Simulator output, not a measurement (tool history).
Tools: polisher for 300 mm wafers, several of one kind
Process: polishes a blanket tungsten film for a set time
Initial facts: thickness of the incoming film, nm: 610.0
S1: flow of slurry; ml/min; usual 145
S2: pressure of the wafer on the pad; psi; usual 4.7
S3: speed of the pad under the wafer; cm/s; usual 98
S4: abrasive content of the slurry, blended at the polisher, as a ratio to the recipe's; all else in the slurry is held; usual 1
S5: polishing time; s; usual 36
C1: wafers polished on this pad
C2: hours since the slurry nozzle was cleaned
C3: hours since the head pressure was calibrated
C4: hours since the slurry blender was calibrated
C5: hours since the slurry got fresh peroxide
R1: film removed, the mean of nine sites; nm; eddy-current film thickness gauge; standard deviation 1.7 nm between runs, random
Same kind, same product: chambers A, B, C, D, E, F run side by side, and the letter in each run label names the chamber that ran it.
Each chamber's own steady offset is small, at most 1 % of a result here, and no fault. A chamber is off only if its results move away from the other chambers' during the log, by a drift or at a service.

{"run": "1E", "hour": 7.0, "S1": 145, "S2": 4.7, "S3": 98, "S4": 1, "S5": 36, "C1": 307, "C2": 24.1, "C3": 109.9, "C4": 238.6, "C5": 45.6, "R1": 188.53}
{"hour": 8.6, "done": "chamber F: slurry tank refilled with fresh slurry and peroxide"}
{"run": "2A", "hour": 11.6, "S1": 145, "S2": 4.7, "S3": 98, "S4": 1, "S5": 36, "C1": 384, "C2": 534.5, "C3": 405.4, "C4": 96.1, "C5": 102.7, "R1": 189.42}
{"hour": 15.4, "done": "chamber B: slurry blender recalibrated"}
{"run": "3B", "hour": 18.9, "S1": 145, "S2": 4.7, "S3": 98, "S4": 1, "S5": 36, "C1": 797, "C2": 207.1, "C3": 971.4, "C4": 3.5, "C5": 82.2, "R1": 188.62}
{"hour": 19.6, "done": "chamber C: worn pad replaced by a new one"}
{"hour": 23.0, "done": "chamber F: worn pad replaced by a new one"}
{"hour": 24.1, "done": "chamber F: slurry nozzle cleaned"}
{"run": "4D", "hour": 24.7, "S1": 145, "S2": 4.7, "S3": 98, "S4": 1, "S5": 36, "C1": 925, "C2": 198, "C3": 468.5, "C4": 109.9, "C5": 24.9, "R1": 190.08}
{"hour": 26.0, "done": "chamber F: slurry blender recalibrated"}
{"run": "5C", "hour": 29.2, "S1": 145, "S2": 4.7, "S3": 98, "S4": 1, "S5": 36, "C1": 118, "C2": 186.9, "C3": 410.1, "C4": 321.1, "C5": 120.6, "R1": 188.26}
{"hour": 31.9, "done": "chamber B: worn pad replaced by a new one"}
{"hour": 34.1, "done": "chamber A: worn pad replaced by a new one"}
{"hour": 34.2, "done": "chamber A: slurry nozzle cleaned"}
{"run": "6F", "hour": 36.0, "S1": 145, "S2": 4.7, "S3": 98, "S4": 1, "S5": 36, "C1": 161, "C2": 11.9, "C3": 78.6, "C4": 10.1, "C5": 27.5, "R1": 189.44}
{"hour": 36.6, "done": "chamber A: head pressure recalibrated"}
{"hour": 37.5, "done": "chamber A: slurry tank refilled with fresh slurry and peroxide"}
{"hour": 37.5, "done": "chamber D: worn pad replaced by a new one"}
{"run": "7C", "hour": 42.2, "S1": 145, "S2": 4.7, "S3": 98, "S4": 1, "S5": 36, "C1": 279, "C2": 199.9, "C3": 423.1, "C4": 334.1, "C5": 133.6, "R1": 187.86}
{"hour": 44.1, "done": "chamber E: slurry tank refilled with fresh slurry and peroxide"}
{"run": "8A", "hour": 46.9, "S1": 145, "S2": 4.7, "S3": 98, "S4": 1, "S5": 36, "C1": 159, "C2": 12.8, "C3": 10.3, "C4": 131.4, "C5": 9.4, "R1": 191.73}
{"hour": 47.9, "done": "chamber A: slurry blender recalibrated"}
{"hour": 50.2, "done": "chamber D: slurry tank refilled with fresh slurry and peroxide"}
{"run": "9E", "hour": 53.7, "S1": 145, "S2": 4.7, "S3": 98, "S4": 1, "S5": 36, "C1": 885, "C2": 70.8, "C3": 156.6, "C4": 285.3, "C5": 9.7, "R1": 189.76}
{"run": "10B", "hour": 58.2, "S1": 145, "S2": 4.7, "S3": 98, "S4": 1, "S5": 36, "C1": 325, "C2": 246.4, "C3": 1010.7, "C4": 42.8, "C5": 121.5, "R1": 189.44}
{"run": "11F", "hour": 64.9, "S1": 145, "S2": 4.7, "S3": 98, "S4": 1, "S5": 36, "C1": 518, "C2": 40.8, "C3": 107.5, "C4": 39, "C5": 56.4, "R1": 187.29}
{"hour": 68.6, "done": "chamber B: slurry tank refilled with fresh slurry and peroxide"}
{"hour": 69.9, "done": "chamber C: slurry blender recalibrated"}
{"run": "12D", "hour": 71.0, "S1": 145, "S2": 4.7, "S3": 98, "S4": 1, "S5": 36, "C1": 414, "C2": 244.3, "C3": 514.8, "C4": 156.2, "C5": 20.8, "R1": 191.43}
{"run": "13A", "hour": 75.3, "S1": 145, "S2": 4.7, "S3": 98, "S4": 1, "S5": 36, "C1": 511, "C2": 41.2, "C3": 38.7, "C4": 27.5, "C5": 37.8, "R1": 186.4}
{"hour": 78.6, "done": "chamber E: slurry blender recalibrated"}
{"hour": 80.2, "done": "chamber E: worn pad replaced by a new one"}
{"hour": 82.9, "done": "chamber A: worn pad replaced by a new one"}
{"run": "14D", "hour": 83.1, "S1": 145, "S2": 4.7, "S3": 98, "S4": 1, "S5": 36, "C1": 564, "C2": 256.4, "C3": 526.9, "C4": 168.3, "C5": 32.9, "R1": 189.39}
{"hour": 88.5, "done": "chamber C: worn pad replaced by a new one"}
{"run": "15F", "hour": 90.4, "S1": 145, "S2": 4.7, "S3": 98, "S4": 1, "S5": 36, "C1": 834, "C2": 66.3, "C3": 133, "C4": 64.5, "C5": 81.9, "R1": 188.25}
{"hour": 92.9, "done": "chamber B: worn pad replaced by a new one"}
{"run": "16C", "hour": 94.8, "S1": 145, "S2": 4.7, "S3": 98, "S4": 1, "S5": 36, "C1": 78, "C2": 252.5, "C3": 475.7, "C4": 24.9, "C5": 186.2, "R1": 190.1}
{"hour": 97.7, "done": "chamber C: slurry tank refilled with fresh slurry and peroxide"}
{"hour": 98.2, "done": "chamber F: worn pad replaced by a new one"}
{"hour": 99.7, "done": "chamber D: slurry tank refilled with fresh slurry and peroxide"}
{"run": "17E", "hour": 100.2, "S1": 145, "S2": 4.7, "S3": 98, "S4": 1, "S5": 36, "C1": 248, "C2": 117.3, "C3": 203.1, "C4": 21.7, "C5": 56.2, "R1": 189.83}
{"hour": 107.7, "done": "chamber E: slurry tank refilled with fresh slurry and peroxide"}
{"run": "18B", "hour": 107.9, "S1": 145, "S2": 4.7, "S3": 98, "S4": 1, "S5": 36, "C1": 186, "C2": 296.1, "C3": 1060.4, "C4": 92.5, "C5": 39.4, "R1": 189.46}
{"run": "19A", "hour": 113.9, "S1": 145, "S2": 4.7, "S3": 98, "S4": 1, "S5": 36, "C1": 384, "C2": 79.8, "C3": 77.3, "C4": 66.1, "C5": 76.4, "R1": 186.87}
{"hour": 114.2, "done": "chamber B: slurry blender recalibrated"}
{"run": "20D", "hour": 121.4, "S1": 145, "S2": 4.7, "S3": 98, "S4": 1, "S5": 36, "C1": 1038, "C2": 294.7, "C3": 565.2, "C4": 206.6, "C5": 21.7, "R1": 189.52}
{"run": "21B", "hour": 125.7, "S1": 145, "S2": 4.7, "S3": 98, "S4": 1, "S5": 36, "C1": 406, "C2": 313.9, "C3": 1078.2, "C4": 11.5, "C5": 57.2, "R1": 186.59}
{"hour": 127.2, "done": "chamber D: worn pad replaced by a new one"}
{"run": "22E", "hour": 132.6, "S1": 145, "S2": 4.7, "S3": 98, "S4": 1, "S5": 36, "C1": 649, "C2": 149.7, "C3": 235.5, "C4": 54.1, "C5": 24.9, "R1": 188.11}
{"run": "23C", "hour": 136.3, "S1": 145, "S2": 4.7, "S3": 98, "S4": 1, "S5": 36, "C1": 592, "C2": 294, "C3": 517.2, "C4": 66.4, "C5": 38.6, "R1": 192.91}
{"hour": 139.4, "done": "chamber A: worn pad replaced by a new one"}
{"run": "24F", "hour": 143.7, "S1": 145, "S2": 4.7, "S3": 98, "S4": 0.85, "S5": 36, "C1": 563, "C2": 119.6, "C3": 186.3, "C4": 117.8, "C5": 135.2, "R1": 182.94}
{"run": "25E", "hour": 150.8, "S1": 145, "S2": 4.7, "S3": 98, "S4": 0.85, "S5": 36, "C1": 874, "C2": 167.9, "C3": 253.7, "C4": 72.3, "C5": 43.1, "R1": 181.14}
{"hour": 153.0, "done": "chamber C: worn pad replaced by a new one"}
{"hour": 153.0, "done": "chamber B: head pressure recalibrated"}
{"hour": 156.4, "done": "chamber D: slurry tank refilled with fresh slurry and peroxide"}
{"run": "26F", "hour": 158.6, "S1": 145, "S2": 4.7, "S3": 98, "S4": 0.85, "S5": 36, "C1": 748, "C2": 134.5, "C3": 201.2, "C4": 132.7, "C5": 150.1, "R1": 185.6}
{"hour": 161.5, "done": "chamber E: worn pad replaced by a new one"}
{"run": "27A", "hour": 166.3, "S1": 145, "S2": 4.7, "S3": 98, "S4": 0.85, "S5": 36, "C1": 333, "C2": 132.2, "C3": 129.7, "C4": 118.5, "C5": 128.8, "R1": 182.09}
{"hour": 170.2, "done": "chamber B: worn pad replaced by a new one"}
{"run": "28C", "hour": 170.2, "S1": 145, "S2": 4.7, "S3": 98, "S4": 0.85, "S5": 36, "C1": 213, "C2": 327.9, "C3": 551.1, "C4": 100.3, "C5": 72.5, "R1": 183.35}
{"hour": 173.3, "done": "chamber F: worn pad replaced by a new one"}
{"run": "29B", "hour": 173.8, "S1": 145, "S2": 4.7, "S3": 98, "S4": 0.85, "S5": 36, "C1": 44, "C2": 362, "C3": 20.8, "C4": 59.6, "C5": 105.3, "R1": 163.94}
{"hour": 176.9, "done": "chamber E: slurry tank refilled with fresh slurry and peroxide"}
{"run": "30D", "hour": 180.8, "S1": 145, "S2": 4.7, "S3": 98, "S4": 1, "S5": 36, "C1": 663, "C2": 354.1, "C3": 624.6, "C4": 266, "C5": 24.4, "R1": 192.75}
{"hour": 182.3, "done": "chamber A: slurry tank refilled with fresh slurry and peroxide"}
{"hour": 188.6, "done": "chamber B: slurry tank refilled with fresh slurry and peroxide"}
{"run": "31A", "hour": 188.7, "S1": 145, "S2": 4.7, "S3": 98, "S4": 1, "S5": 36, "C1": 611, "C2": 154.6, "C3": 152.1, "C4": 140.9, "C5": 6.5, "R1": 188.91}
{"hour": 193.7, "done": "chamber B: slurry nozzle cleaned"}
{"run": "32C", "hour": 195.1, "S1": 145, "S2": 4.7, "S3": 98, "S4": 1, "S5": 36, "C1": 521, "C2": 352.8, "C3": 576, "C4": 125.2, "C5": 97.4, "R1": 189.32}
{"hour": 197.3, "done": "chamber A: worn pad replaced by a new one"}
{"hour": 200.5, "done": "chamber A: slurry blender recalibrated"}
{"run": "33E", "hour": 201.6, "S1": 145, "S2": 4.7, "S3": 98, "S4": 1, "S5": 36, "C1": 496, "C2": 218.7, "C3": 304.5, "C4": 123.1, "C5": 24.7, "R1": 191.39}
{"run": "34F", "hour": 207.0, "S1": 145, "S2": 4.7, "S3": 98, "S4": 1, "S5": 36, "C1": 417, "C2": 182.9, "C3": 249.6, "C4": 181.1, "C5": 198.5, "R1": 190.09}
{"hour": 211.4, "done": "chamber C: worn pad replaced by a new one"}
{"run": "35B", "hour": 212.1, "S1": 145, "S2": 4.7, "S3": 98, "S4": 1, "S5": 36, "C1": 518, "C2": 18.4, "C3": 59.1, "C4": 97.9, "C5": 23.6, "R1": 170.63}
{"hour": 215.8, "done": "chamber D: worn pad replaced by a new one"}
{"run": "36D", "hour": 216.5, "S1": 145, "S2": 4.7, "S3": 98, "S4": 1, "S5": 36, "C1": 9, "C2": 389.8, "C3": 660.3, "C4": 301.7, "C5": 60.1, "R1": 190.25}
{"hour": 216.9, "done": "chamber D: slurry tank refilled with fresh slurry and peroxide"}
{"hour": 217.4, "done": "chamber F: slurry tank refilled with fresh slurry and peroxide"}
{"run": "37D", "hour": 224.3, "S1": 145, "S2": 4.7, "S3": 98, "S4": 1, "S5": 36, "C1": 106, "C2": 397.6, "C3": 668.1, "C4": 309.5, "C5": 7.4, "R1": 188.63}
{"hour": 231.2, "done": "chamber B: slurry blender recalibrated"}
{"run": "38C", "hour": 232.0, "S1": 145, "S2": 6.2, "S3": 98, "S4": 1, "S5": 36, "C1": 255, "C2": 389.7, "C3": 612.9, "C4": 162.1, "C5": 134.3, "R1": 253.19}
{"hour": 235.1, "done": "chamber B: worn pad replaced by a new one"}
{"run": "39A", "hour": 237.9, "S1": 145, "S2": 6.2, "S3": 98, "S4": 1, "S5": 36, "C1": 503, "C2": 203.8, "C3": 201.3, "C4": 37.5, "C5": 55.7, "R1": 249.03}
{"hour": 239.2, "done": "chamber E: head pressure recalibrated"}
{"run": "40B", "hour": 241.5, "S1": 145, "S2": 6.2, "S3": 98, "S4": 1, "S5": 36, "C1": 80, "C2": 47.8, "C3": 88.5, "C4": 10.3, "C5": 53, "R1": 225.38}
{"hour": 244.7, "done": "chamber E: worn pad replaced by a new one"}
{"hour": 247.7, "done": "chamber E: slurry tank refilled with fresh slurry and peroxide"}
{"hour": 247.7, "done": "chamber A: worn pad replaced by a new one"}
{"run": "41E", "hour": 248.3, "S1": 145, "S2": 6.2, "S3": 98, "S4": 1, "S5": 36, "C1": 45, "C2": 265.4, "C3": 9.2, "C4": 169.8, "C5": 0.6, "R1": 254.64}
{"hour": 249.8, "done": "chamber F: worn pad replaced by a new one"}
{"run": "42F", "hour": 253.4, "S1": 145, "S2": 6.2, "S3": 98, "S4": 1, "S5": 36, "C1": 44, "C2": 229.3, "C3": 296, "C4": 227.5, "C5": 36, "R1": 252.33}
{"run": "43C", "hour": 260.4, "S1": 145, "S2": 6.2, "S3": 98, "S4": 1, "S5": 36, "C1": 606, "C2": 418.1, "C3": 641.3, "C4": 190.5, "C5": 162.7, "R1": 252.96}
{"run": "44A", "hour": 264.5, "S1": 145, "S2": 4.7, "S3": 98, "S4": 1, "S5": 36, "C1": 208, "C2": 230.4, "C3": 227.9, "C4": 64.1, "C5": 82.3, "R1": 188.28}

What goes on in this fleet: one chamber off, a drifting gauge, or nothing beyond the chambers' own small offsets? Name the chamber and the cause, if any.

Chamber B has stood off from the others ever since a service on it.
Most likely cause: head's pressure below its setpoint, % = 9.56.

Which of the 4 candidates below, each the usual settings with something changed and its results left as question marks, puts chamber B back in line with what the other chambers give on the usual settings?
A result is in line if it is within this distance of the other chambers' mean on the usual settings: R1 5.9 nm
{"run": "45B-1", "hour": 270.4, "S1": 145, "S2": 4.7, "S3": 96, "S4": 1, "S5": 35, "R1": "?"}
{"run": "45B-2", "hour": 270.4, "S1": 145, "S2": 4.7, "S3": 102, "S4": 1, "S5": 36, "R1": "?"}
{"run": "45B-3", "hour": 270.4, "S1": 145, "S2": 4.9, "S3": 102, "S4": 1, "S5": 37, "R1": "?"}
{"run": "45B-4", "hour": 270.4, "S1": 145, "S2": 4.5, "S3": 98, "S4": 1, "S5": 34, "R1": "?"}

Other chambers, usual settings, mean: R1 189.3 nm
run=45B-1 R1=161.73
run=45B-2 R1=176.73
run=45B-3 R1=189.39
run=45B-4 R1=153.54
The right change is 45B-3: it brings the chamber back within the allowed miss of the others.
